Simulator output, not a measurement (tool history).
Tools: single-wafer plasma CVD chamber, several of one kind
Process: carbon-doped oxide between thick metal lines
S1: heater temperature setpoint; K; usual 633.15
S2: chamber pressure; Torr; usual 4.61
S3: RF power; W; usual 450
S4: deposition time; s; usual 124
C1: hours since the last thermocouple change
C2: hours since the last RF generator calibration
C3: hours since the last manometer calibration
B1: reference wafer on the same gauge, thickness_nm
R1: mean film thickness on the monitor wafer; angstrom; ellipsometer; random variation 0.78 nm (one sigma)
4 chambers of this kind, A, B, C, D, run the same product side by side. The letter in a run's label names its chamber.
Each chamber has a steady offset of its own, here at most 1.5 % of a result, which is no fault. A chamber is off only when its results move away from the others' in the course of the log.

| run | day | S1 | S2 | S3 | S4 | C1 | C2 | C3 | B1 | R1 |
|---|---|---|---|---|---|---|---|---|---|---|
| 1D | 0.092 | 633.15 | 4.61 | 450 | 124 | 1355.9 | 417.7 | 2137.2 | 662.97 | 5607.1 |
| 2B | 0.175 | 633.15 | 4.61 | 450 | 124 | 251.9 | 972.3 | 1561.5 | 663.11 | 5668.7 |
| 3C | 0.262 | 633.15 | 4.61 | 450 | 124 | 1273.0 | 926.4 | 1225.9 | 662.94 | 5645.1 |
| 4A | 0.433 | 633.15 | 4.61 | 450 | 124 | 109.9 | 568.6 | 801.7 | 663.59 | 5698.9 |
| 5B | 0.575 | 633.15 | 4.61 | 450 | 124 | 261.5 | 981.9 | 1571.1 | 663.54 | 5672.6 |
| 6C | 0.733 | 624.15 | 4.61 | 450 | 124 | 1284.3 | 937.7 | 1237.2 | 663.90 | 5768.2 |
| 7A | 0.838 | 624.15 | 4.61 | 450 | 124 | 119.6 | 578.3 | 811.4 | 663.89 | 5822.0 |
| 8D | 1.012 | 624.15 | 4.61 | 450 | 124 | 1378.0 | 439.8 | 2159.3 | 663.98 | 5730.3 |
| 9B | 1.100 | 624.15 | 4.61 | 450 | 124 | 274.1 | 994.5 | 1583.7 | 663.89 | 5821.5 |
| 10C | 1.200 | 633.15 | 4.61 | 450 | 124 | 1295.5 | 948.9 | 1248.4 | 663.85 | 5672.0 |
| 11D | 1.342 | 633.15 | 4.61 | 450 | 124 | 1385.9 | 447.7 | 2167.2 | 664.31 | 5615.8 |
| 12A | 1.475 | 633.15 | 4.61 | 450 | 124 | 134.9 | 593.6 | 826.7 | 664.19 | 5706.5 |
| 13D | 1.571 | 633.15 | 4.61 | 450 | 124 | 1391.4 | 453.2 | 2172.7 | 664.56 | 5612.7 |
| 14B | 1.675 | 633.15 | 4.61 | 450 | 124 | 287.9 | 1008.3 | 1597.5 | 664.72 | 5679.9 |
| 15C | 1.862 | 633.15 | 4.61 | 450 | 124 | 1311.4 | 964.8 | 1264.3 | 665.01 | 5666.8 |
| 16A | 1.962 | 633.15 | 4.61 | 450 | 124 | 146.6 | 605.3 | 838.4 | 664.85 | 5716.5 |
| 17B | 2.050 | 633.15 | 4.61 | 450 | 124 | 296.9 | 1017.3 | 1606.5 | 665.02 | 5693.8 |
| 18C | 2.212 | 647.15 | 5.70 | 450 | 124 | 1319.8 | 973.2 | 1272.7 | 664.90 | 5658.9 |
| 19D | 2.329 | 647.15 | 5.70 | 450 | 124 | 1409.6 | 471.4 | 2190.9 | 665.28 | 5624.6 |
| 20A | 2.417 | 647.15 | 5.70 | 450 | 124 | 157.5 | 616.2 | 849.3 | 665.07 | 5731.8 |
| 21C | 2.592 | 647.15 | 5.70 | 450 | 124 | 1328.9 | 982.3 | 1281.8 | 665.36 | 5675.8 |
| 22A | 2.692 | 633.15 | 3.78 | 450 | 124 | 164.1 | 622.8 | 855.9 | 665.55 | 5557.6 |
| 23B | 2.792 | 633.15 | 3.78 | 450 | 124 | 314.7 | 1035.1 | 1624.3 | 665.74 | 5525.2 |
| 24D | 2.925 | 633.15 | 3.78 | 450 | 124 | 1423.9 | 485.7 | 2205.2 | 665.86 | 5460.7 |
| 25D | 3.112 | 633.15 | 3.78 | 450 | 124 | 1428.4 | 490.2 | 2209.7 | 665.61 | 5484.1 |
| 26A | 3.283 | 633.15 | 4.61 | 450 | 124 | 178.3 | 637.0 | 870.1 | 666.22 | 5722.8 |
| 27C | 3.383 | 633.15 | 4.61 | 450 | 124 | 1347.9 | 1001.3 | 1300.8 | 666.34 | 5665.1 |
| 28B | 3.562 | 633.15 | 4.61 | 450 | 124 | 333.2 | 1053.6 | 1642.8 | 666.19 | 5696.7 |
| 29A | 3.700 | 633.15 | 4.61 | 450 | 124 | 188.3 | 647.0 | 880.1 | 666.44 | 5726.5 |
| 30B | 3.833 | 633.15 | 4.61 | 395 | 124 | 339.7 | 1060.1 | 1649.3 | 666.69 | 5178.4 |

Is one chamber off against the others, does the gauge drift, or is nothing wrong? If a chamber is off, say which, and what the likeliest cause is.

The gauge drifts, so all chambers seem to drift together. No chamber is off.
Cause: gauge reads high (%) = 0.574.
